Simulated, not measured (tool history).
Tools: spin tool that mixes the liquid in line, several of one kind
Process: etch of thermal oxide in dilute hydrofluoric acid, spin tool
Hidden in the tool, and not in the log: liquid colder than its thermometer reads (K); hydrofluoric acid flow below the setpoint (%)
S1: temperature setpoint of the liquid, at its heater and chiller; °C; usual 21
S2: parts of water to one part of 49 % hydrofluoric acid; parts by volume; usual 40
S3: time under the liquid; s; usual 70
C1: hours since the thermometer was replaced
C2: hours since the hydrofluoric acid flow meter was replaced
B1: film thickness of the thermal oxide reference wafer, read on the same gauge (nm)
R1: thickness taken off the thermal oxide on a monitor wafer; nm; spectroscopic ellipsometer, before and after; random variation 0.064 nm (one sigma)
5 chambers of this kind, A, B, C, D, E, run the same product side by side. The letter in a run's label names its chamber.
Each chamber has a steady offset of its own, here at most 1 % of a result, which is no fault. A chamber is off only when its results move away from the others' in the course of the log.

run	hour	S1	S2	S3	C1	C2	B1	R1
1D	6.4	21	40	70	2126.4	468.5	140.00	7.8470
2C	11.8	21	40	70	458.1	1827.3	140.01	8.0472
3A	18.0	21	40	70	598.0	197.1	140.03	7.8177
4E	21.9	21	40	70	2336.9	390.3	139.99	7.8707
5B	25.7	21	40	70	456.1	1358.4	140.01	7.8569
6D	30.3	21	40	70	2150.3	492.4	139.97	7.8857
7A	35.9	21	30	45	615.9	215.0	140.00	6.9125
8C	39.5	21	30	45	485.8	1855.0	140.01	7.0182
9B	44.7	21	30	45	475.1	1377.4	140.01	6.8291
10E	49.3	21	30	45	2364.3	417.7	139.98	6.8398
11A	54.8	21	30	45	634.8	233.9	140.01	6.9792
12C	60.6	21	40	70	506.9	1876.1	140.01	8.0704
# hour 66.1: chamber B: hydrofluoric acid flow meter replaced
13D	67.4	18	40	90	2187.4	529.5	140.00	8.8747
14E	74.4	18	40	90	2389.4	442.8	140.00	8.8655
15B	77.9	18	40	90	508.3	11.9	140.00	8.9009
16E	84.0	18	40	90	2399.0	452.4	140.01	9.0499
17B	90.6	18	40	90	521.0	24.6	139.96	8.9779
18C	97.4	21	40	70	543.7	1912.9	140.00	7.9769
19D	101.3	21	40	70	2221.3	563.4	140.02	7.9165
20A	107.9	21	40	70	687.9	287.0	140.01	8.0286
21D	111.6	21	40	70	2231.6	573.7	140.02	7.8996
22C	118.5	21	40	70	564.8	1934.0	140.00	7.9426
# hour 119.0: chamber C: hydrofluoric acid flow meter replaced
23A	123.7	21	40	70	703.7	302.8	140.00	7.9870
24B	130.4	21	40	70	560.8	64.4	140.00	7.6511
25E	137.1	21	40	70	2452.1	505.5	139.99	7.9336
26E	142.3	21	40	70	2457.3	510.7	140.03	7.9012
27C	147.3	21	40	70	593.6	28.4	139.99	8.0230
28B	153.7	21	40	70	584.1	87.7	139.99	7.6728
29A	159.3	21	40	70	739.3	338.4	140.00	8.0083
30D	166.5	21	60	70	2286.5	628.6	140.00	5.1484
31A	172.8	21	60	70	752.8	351.9	140.00	5.1872
32D	179.7	21	60	70	2299.7	641.8	140.02	5.0901
33E	185.6	21	60	70	2500.6	554.0	139.97	5.2074
# hour 187.0: chamber A: thermometer replaced
34C	191.0	21	60	70	637.3	72.1	139.98	5.1853
35B	195.1	21	40	70	625.5	129.1	140.01	7.4803
36A	199.0	21	40	70	12.0	378.1	140.01	7.9697
37D	202.6	21	40	70	2322.6	664.7	140.01	7.8333

Next, every chamber runs the same settings. What will each give?
38A	207.8	17	40	70				?
38B	207.8	17	40	70				?
38C	207.8	17	40	70				?
38D	207.8	17	40	70				?
38E	207.8	17	40	70				?

run	R1
38A	6.6809
38B	6.2430
38C	6.7249
38D	6.5910
38E	6.6510
